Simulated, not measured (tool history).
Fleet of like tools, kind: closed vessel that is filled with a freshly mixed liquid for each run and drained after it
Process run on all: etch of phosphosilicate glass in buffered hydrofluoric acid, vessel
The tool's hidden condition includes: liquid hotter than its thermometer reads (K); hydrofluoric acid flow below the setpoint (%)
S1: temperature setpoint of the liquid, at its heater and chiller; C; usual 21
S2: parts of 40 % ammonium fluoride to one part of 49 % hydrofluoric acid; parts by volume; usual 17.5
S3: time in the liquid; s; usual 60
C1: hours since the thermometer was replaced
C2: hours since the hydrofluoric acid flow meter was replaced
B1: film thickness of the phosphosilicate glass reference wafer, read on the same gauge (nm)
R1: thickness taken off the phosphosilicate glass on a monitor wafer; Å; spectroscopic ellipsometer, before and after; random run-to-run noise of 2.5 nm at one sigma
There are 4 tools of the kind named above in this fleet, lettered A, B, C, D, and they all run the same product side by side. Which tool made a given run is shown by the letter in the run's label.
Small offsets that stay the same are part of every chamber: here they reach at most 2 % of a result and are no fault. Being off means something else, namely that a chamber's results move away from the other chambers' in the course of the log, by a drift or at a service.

run 1B hour=6.8 | S1=21 S2=17.5 S3=60 | C1=914.2 C2=1819.1 | B1=129.98 | R1=2652.1
run 2C hour=11.3 | S1=21 S2=17.5 S3=60 | C1=379.3 C2=523.9 | B1=130.00 | R1=2699.6
run 3A hour=14.9 | S1=21 S2=17.5 S3=60 | C1=215.1 C2=153.6 | B1=130.01 | R1=2686.2
run 4D hour=18.1 | S1=21 S2=17.5 S3=60 | C1=983.0 C2=690.7 | B1=130.02 | R1=2650.9
run 5B hour=22.5 | S1=21 S2=17.5 S3=60 | C1=929.9 C2=1834.8 | B1=130.00 | R1=2584.3
run 6C hour=28.6 | S1=21 S2=17.5 S3=60 | C1=396.6 C2=541.2 | B1=130.01 | R1=2632.6
run 7D hour=32.2 | S1=21 S2=17.5 S3=60 | C1=997.1 C2=704.8 | B1=130.02 | R1=2672.4
run 8A hour=35.5 | S1=21 S2=17.5 S3=60 | C1=235.7 C2=174.2 | B1=130.00 | R1=2649.4
run 9B hour=40.8 | S1=21 S2=17.5 S3=60 | C1=948.2 C2=1853.1 | B1=129.99 | R1=2593.2
run 10A hour=47.1 | S1=21 S2=17.5 S3=60 | C1=247.3 C2=185.8 | B1=129.99 | R1=2654.5
run 11C hour=52.8 | S1=21 S2=20.0 S3=90 | C1=420.8 C2=565.4 | B1=129.98 | R1=3533.4
run 12D hour=56.7 | S1=21 S2=20.0 S3=90 | C1=1021.6 C2=729.3 | B1=130.01 | R1=3465.3
run 13B hour=60.0 | S1=21 S2=20.0 S3=90 | C1=967.4 C2=1872.3 | B1=130.00 | R1=3482.2
run 14A hour=63.7 | S1=21 S2=20.0 S3=90 | C1=263.9 C2=202.4 | B1=130.02 | R1=3497.6
run 15D hour=70.2 | S1=21 S2=17.5 S3=60 | C1=1035.1 C2=742.8 | B1=130.01 | R1=2639.3
run 16C hour=76.8 | S1=21 S2=17.5 S3=60 | C1=444.8 C2=589.4 | B1=129.99 | R1=2667.3
run 17C hour=81.6 | S1=21 S2=17.5 S3=60 | C1=449.6 C2=594.2 | B1=129.98 | R1=2611.9
run 18A hour=88.3 | S1=21 S2=17.5 S3=60 | C1=288.5 C2=227.0 | B1=129.99 | R1=2711.7
run 19B hour=92.0 | S1=21 S2=17.5 S3=60 | C1=999.4 C2=1904.3 | B1=130.00 | R1=2651.3
run 20D hour=95.1 | S1=21 S2=17.5 S3=60 | C1=1060.0 C2=767.7 | B1=130.00 | R1=2718.3
run 21B hour=100.4 | S1=21 S2=17.5 S3=60 | C1=1007.8 C2=1912.7 | B1=130.00 | R1=2595.8
run 22D hour=104.2 | S1=21 S2=17.5 S3=60 | C1=1069.1 C2=776.8 | B1=130.00 | R1=2643.4
run 23A hour=107.8 | S1=21 S2=17.5 S3=60 | C1=308.0 C2=246.5 | B1=130.02 | R1=2778.5
run 24C hour=113.8 | S1=21 S2=17.5 S3=60 | C1=481.8 C2=626.4 | B1=130.01 | R1=2640.5
run 25C hour=119.2 | S1=21 S2=17.5 S3=60 | C1=487.2 C2=631.8 | B1=130.02 | R1=2652.7
run 26A hour=125.9 | S1=21 S2=17.5 S3=60 | C1=326.1 C2=264.6 | B1=129.99 | R1=2827.5
run 27D hour=132.4 | S1=21 S2=17.5 S3=60 | C1=1097.3 C2=805.0 | B1=130.01 | R1=2658.6
run 28B hour=137.3 | S1=21 S2=17.5 S3=60 | C1=1044.7 C2=1949.6 | B1=129.98 | R1=2649.0
run 29B hour=140.5 | S1=21 S2=17.5 S3=60 | C1=1047.9 C2=1952.8 | B1=129.99 | R1=2655.6
run 30C hour=144.9 | S1=21 S2=22.5 S3=95 | C1=512.9 C2=657.5 | B1=129.99 | R1=3441.6
run 31A hour=148.9 | S1=21 S2=22.5 S3=95 | C1=349.1 C2=287.6 | B1=130.00 | R1=3680.6
run 32D hour=153.7 | S1=21 S2=22.5 S3=95 | C1=1118.6 C2=826.3 | B1=130.03 | R1=3407.7
run 33C hour=159.0 | S1=21 S2=22.5 S3=95 | C1=527.0 C2=671.6 | B1=130.00 | R1=3345.5
run 34A hour=162.1 | S1=21 S2=17.5 S3=60 | C1=362.3 C2=300.8 | B1=130.01 | R1=2878.9
run 35B hour=166.6 | S1=21 S2=17.5 S3=60 | C1=1074.0 C2=1978.9 | B1=130.00 | R1=2602.6
run 36D hour=173.1 | S1=21 S2=17.5 S3=60 | C1=1138.0 C2=845.7 | B1=130.01 | R1=2702.6
run 37A hour=179.7 | S1=21 S2=14.0 S3=60 | C1=379.9 C2=318.4 | B1=129.99 | R1=3651.1
run 38D hour=186.7 | S1=21 S2=14.0 S3=60 | C1=1151.6 C2=859.3 | B1=130.01 | R1=3304.5
run 39B hour=193.2 | S1=21 S2=14.0 S3=60 | C1=1100.6 C2=2005.5 | B1=130.01 | R1=3251.2
run 40C hour=197.6 | S1=21 S2=14.0 S3=60 | C1=565.6 C2=710.2 | B1=129.99 | R1=3364.8
run 41D hour=200.9 | S1=21 S2=17.5 S3=60 | C1=1165.8 C2=873.5 | B1=130.01 | R1=2700.6
run 42A hour=205.1 | S1=21 S2=17.5 S3=90 | C1=405.3 C2=343.8 | B1=129.99 | R1=4532.6
run 43C hour=210.6 | S1=21 S2=17.5 S3=90 | C1=578.6 C2=723.2 | B1=129.99 | R1=4007.2
run 44B hour=215.5 | S1=21 S2=17.5 S3=90 | C1=1122.9 C2=2027.8 | B1=129.99 | R1=3872.6

For the next run the whole fleet of 4 chambers uses the same settings. Give each chamber's results:
run 45A hour=220.5 | S1=21 S2=23.5 S3=60 | R1=?
run 45B hour=220.5 | S1=21 S2=23.5 S3=60 | R1=?
run 45C hour=220.5 | S1=21 S2=23.5 S3=60 | R1=?
run 45D hour=220.5 | S1=21 S2=23.5 S3=60 | R1=?

run=45A R1=2432.8
run=45B R1=2073.0
run=45C R1=2078.9
run=45D R1=2088.3

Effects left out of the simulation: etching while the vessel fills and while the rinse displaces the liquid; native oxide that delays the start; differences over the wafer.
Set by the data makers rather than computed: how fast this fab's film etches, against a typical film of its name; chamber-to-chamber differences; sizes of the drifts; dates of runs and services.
